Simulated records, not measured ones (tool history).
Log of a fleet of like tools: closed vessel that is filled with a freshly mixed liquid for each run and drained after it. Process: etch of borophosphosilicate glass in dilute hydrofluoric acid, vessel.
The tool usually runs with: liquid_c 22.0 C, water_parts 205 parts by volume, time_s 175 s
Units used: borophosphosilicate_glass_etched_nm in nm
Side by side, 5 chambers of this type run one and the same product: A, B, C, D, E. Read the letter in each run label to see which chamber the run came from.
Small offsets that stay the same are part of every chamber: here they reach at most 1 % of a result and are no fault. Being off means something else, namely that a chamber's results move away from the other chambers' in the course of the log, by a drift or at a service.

| run | hour | liquid_c | water_parts | time_s | hours since the thermometer was replaced | hours since the hydrofluoric acid flow meter was replaced | read-back film thickness of the borophosphosilicate glass reference wafer, read on the same gauge (nm) | borophosphosilicate_glass_etched_nm |
|---|---|---|---|---|---|---|---|---|
| 1B | 6.2 | 22.0 | 205 | 175 | 495.8 | 282.4 | 60.067 | 29.950 |
| 2C | 15.8 | 22.0 | 205 | 175 | 2134.3 | 656.2 | 60.021 | 29.476 |
| 3D | 24.9 | 22.0 | 205 | 175 | 314.0 | 1920.6 | 60.006 | 29.833 |
| 4E | 33.1 | 22.0 | 205 | 175 | 183.4 | 1937.0 | 59.993 | 29.435 |
| 5A | 42.9 | 22.0 | 205 | 175 | 1327.0 | 131.1 | 59.986 | 29.422 |
| 6E | 55.1 | 22.0 | 205 | 175 | 205.4 | 1959.0 | 60.031 | 29.451 |
| 7C | 67.6 | 22.0 | 205 | 175 | 2186.1 | 708.0 | 60.055 | 29.468 |
| 8A | 74.6 | 22.0 | 205 | 175 | 1358.7 | 162.8 | 60.000 | 29.468 |
| 9D | 82.5 | 22.0 | 205 | 175 | 371.6 | 1978.2 | 59.993 | 29.879 |
|  | 87.6 | chamber D: hydrofluoric acid flow meter replaced |
| 10B | 93.0 | 22.0 | 205 | 175 | 582.6 | 369.2 | 59.974 | 29.796 |
| 11A | 101.1 | 19.5 | 110 | 175 | 1385.2 | 189.3 | 60.054 | 55.366 |
| 12B | 113.7 | 19.5 | 110 | 175 | 603.3 | 389.9 | 60.013 | 55.036 |
| 13D | 121.3 | 19.5 | 110 | 175 | 410.4 | 33.7 | 59.965 | 56.217 |
| 14C | 128.8 | 19.5 | 110 | 175 | 2247.3 | 769.2 | 59.994 | 54.662 |
| 15E | 136.8 | 19.5 | 110 | 175 | 287.1 | 2040.7 | 60.022 | 55.974 |
| 16E | 149.9 | 22.0 | 205 | 175 | 300.2 | 2053.8 | 59.948 | 29.383 |
| 17D | 156.0 | 22.0 | 205 | 175 | 445.1 | 68.4 | 60.005 | 29.730 |
| 18C | 163.6 | 22.0 | 205 | 175 | 2282.1 | 804.0 | 60.010 | 29.367 |
| 19B | 173.6 | 22.0 | 205 | 175 | 663.2 | 449.8 | 60.041 | 29.847 |
| 20A | 181.3 | 22.0 | 205 | 175 | 1465.4 | 269.5 | 59.963 | 29.495 |
| 21E | 193.8 | 22.0 | 205 | 175 | 344.1 | 2097.7 | 59.995 | 29.631 |
|  | 202.6 | chamber B: thermometer replaced |
| 22A | 207.0 | 22.0 | 285 | 175 | 1491.1 | 295.2 | 59.972 | 19.537 |
| 23B | 213.3 | 22.0 | 285 | 175 | 10.8 | 489.5 | 59.974 | 19.924 |
| 24D | 226.0 | 22.0 | 285 | 175 | 515.1 | 138.4 | 60.004 | 19.810 |
| 25C | 238.3 | 22.0 | 285 | 175 | 2356.8 | 878.7 | 59.950 | 19.708 |
| 26D | 247.3 | 22.0 | 285 | 175 | 536.4 | 159.7 | 60.050 | 19.719 |
| 27B | 257.6 | 22.0 | 205 | 175 | 55.1 | 533.8 | 60.033 | 29.827 |
| 28A | 263.6 | 25.0 | 205 | 175 | 1547.7 | 351.8 | 59.990 | 32.901 |
|  | 267.1 | chamber C: thermometer replaced |
| 29C | 271.3 | 25.0 | 205 | 175 | 4.3 | 911.7 | 60.030 | 32.879 |
| 30E | 282.8 | 25.0 | 205 | 175 | 433.1 | 2186.7 | 60.039 | 33.054 |
| 31D | 289.7 | 25.0 | 205 | 175 | 578.8 | 202.1 | 60.031 | 33.322 |
| 32B | 300.8 | 25.0 | 205 | 175 | 98.3 | 577.0 | 60.000 | 33.306 |
| 33C | 313.9 | 22.0 | 205 | 175 | 46.9 | 954.3 | 59.960 | 29.309 |
| 34E | 327.3 | 22.0 | 205 | 175 | 477.6 | 2231.2 | 60.034 | 29.517 |
| 35A | 336.8 | 22.0 | 205 | 175 | 1620.9 | 425.0 | 59.978 | 29.449 |
| 36A | 350.6 | 22.0 | 205 | 175 | 1634.7 | 438.8 | 59.968 | 29.514 |
| 37E | 362.3 | 22.0 | 205 | 175 | 512.6 | 2266.2 | 59.948 | 29.492 |
| 38D | 371.8 | 26.0 | 205 | 240 | 660.9 | 284.2 | 60.057 | 47.519 |
| 39B | 380.8 | 26.0 | 205 | 240 | 178.3 | 657.0 | 59.987 | 47.390 |
| 40C | 390.4 | 26.0 | 205 | 240 | 123.4 | 1030.8 | 60.014 | 46.287 |
| 41B | 397.8 | 26.0 | 205 | 240 | 195.3 | 674.0 | 60.032 | 47.343 |
| 42D | 409.5 | 26.0 | 205 | 240 | 698.6 | 321.9 | 59.989 | 47.384 |
| 43C | 418.8 | 22.0 | 205 | 175 | 151.8 | 1059.2 | 60.023 | 29.418 |
| 44A | 425.2 | 22.0 | 205 | 175 | 1709.3 | 513.4 | 59.997 | 29.456 |

What goes on in this fleet: one chamber off, a drifting gauge, or nothing beyond the chambers' own small offsets? Name the chamber and the cause, if any.

All chambers stay in line apart from their small fixed offsets, and the gauge does not drift.
